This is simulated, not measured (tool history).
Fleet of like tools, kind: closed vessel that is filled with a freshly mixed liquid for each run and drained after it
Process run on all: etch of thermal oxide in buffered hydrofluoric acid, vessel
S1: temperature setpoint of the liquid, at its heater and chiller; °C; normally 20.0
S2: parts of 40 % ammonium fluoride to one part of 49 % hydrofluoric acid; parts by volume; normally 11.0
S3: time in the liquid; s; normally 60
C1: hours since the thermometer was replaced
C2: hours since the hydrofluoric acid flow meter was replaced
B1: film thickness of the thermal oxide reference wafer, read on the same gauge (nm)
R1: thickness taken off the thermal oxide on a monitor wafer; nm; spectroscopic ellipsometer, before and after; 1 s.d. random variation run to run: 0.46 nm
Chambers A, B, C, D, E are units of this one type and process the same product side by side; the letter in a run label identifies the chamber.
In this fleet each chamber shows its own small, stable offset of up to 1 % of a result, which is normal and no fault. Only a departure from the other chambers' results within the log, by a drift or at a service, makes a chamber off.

run,hour,S1,S2,S3,C1,C2,B1,R1
1E,3.3,20.0,11.0,60,408.6,913.0,50.030,48.780
2D,5.5,20.0,11.0,60,1564.8,116.9,49.983,49.559
3C,7.5,20.0,11.0,60,984.9,584.4,49.982,49.127
4A,10.0,20.0,11.0,60,684.6,77.6,49.962,48.276
5B,13.2,20.0,11.0,60,677.6,812.4,50.041,50.023
6E,15.9,17.0,11.0,40,421.2,925.6,50.008,27.574
7C,19.8,17.0,11.0,40,997.2,596.7,49.973,27.838
8D,22.0,17.0,11.0,40,1581.3,133.4,50.006,28.174
9A,25.1,17.0,11.0,40,699.7,92.7,50.018,27.455
10B,27.7,17.0,11.0,40,692.1,826.9,49.989,27.902
11D,31.4,20.0,11.0,60,1590.7,142.8,50.020,49.309
12C,34.1,20.0,11.0,60,1011.5,611.0,50.021,49.401
13A,36.9,20.0,11.0,60,711.5,104.5,49.965,48.776
14E,40.6,20.0,11.0,60,445.9,950.3,50.004,49.532
15B,43.6,20.0,11.0,60,708.0,842.8,49.984,50.780
16E,47.2,20.0,11.0,60,452.5,956.9,49.963,48.921
17B,49.2,20.0,11.0,60,713.6,848.4,50.009,50.178
18A,52.2,20.0,11.0,60,726.8,119.8,49.999,48.606
19C,56.1,20.0,11.0,60,1033.5,633.0,49.974,49.282
20D,59.2,20.0,11.0,60,1618.5,170.6,50.005,49.159
21D,63.3,18.0,11.0,40,1622.6,174.7,50.011,29.284
22C,67.2,18.0,11.0,40,1044.6,644.1,49.967,28.908
23E,69.6,18.0,11.0,40,474.9,979.3,50.033,28.945
24B,71.8,18.0,11.0,40,736.2,871.0,49.993,30.660
25A,75.0,18.0,11.0,40,749.6,142.6,49.981,28.912
26B,78.6,20.0,11.0,60,743.0,877.8,49.988,51.274
# hour 79.3: chamber C: hydrofluoric acid flow meter replaced
27D,81.4,20.0,11.0,30,1640.7,192.8,50.000,24.086
# hour 81.8: chamber B: hydrofluoric acid flow meter replaced
# hour 84.4: chamber D: thermometer replaced
28A,85.2,20.0,11.0,30,759.8,152.8,50.025,24.332
29E,87.6,20.0,11.0,30,492.9,997.3,49.978,25.034
30C,91.6,20.0,11.0,30,1069.0,12.3,50.011,25.005
31E,94.2,20.0,11.0,30,499.5,1003.9,49.989,24.575
32B,96.5,20.0,11.0,60,760.9,14.8,49.991,51.605
33D,99.3,17.0,11.0,60,15.0,210.7,49.942,40.958
34C,102.7,17.0,11.0,60,1080.1,23.4,50.034,41.559
35A,105.1,17.0,11.0,60,779.7,172.7,49.995,41.498
36B,107.6,17.0,11.0,60,772.0,25.9,50.023,43.785
37E,111.4,17.0,11.0,60,516.7,1021.1,50.023,41.740
38D,115.2,18.5,11.0,95,30.9,226.6,49.989,72.211
39C,119.2,18.5,11.0,95,1096.6,39.9,50.012,71.028
40A,122.0,18.5,11.0,95,796.6,189.6,50.011,70.546
41A,124.2,18.5,11.0,95,798.8,191.8,49.997,70.919
42D,128.1,18.5,11.0,95,43.8,239.5,49.967,70.612
43E,130.4,17.0,11.0,60,535.7,1040.1,50.012,40.710
44B,132.2,17.0,11.0,60,796.6,50.5,50.002,45.029

Next, every chamber runs the same settings. What will each give?
45A,135.2,20.0,13.5,60,,,,?
45B,135.2,20.0,13.5,60,,,,?
45C,135.2,20.0,13.5,60,,,,?
45D,135.2,20.0,13.5,60,,,,?
45E,135.2,20.0,13.5,60,,,,?

run,R1
45A,40.039
45B,43.572
45C,39.970
45D,40.541
45E,40.942

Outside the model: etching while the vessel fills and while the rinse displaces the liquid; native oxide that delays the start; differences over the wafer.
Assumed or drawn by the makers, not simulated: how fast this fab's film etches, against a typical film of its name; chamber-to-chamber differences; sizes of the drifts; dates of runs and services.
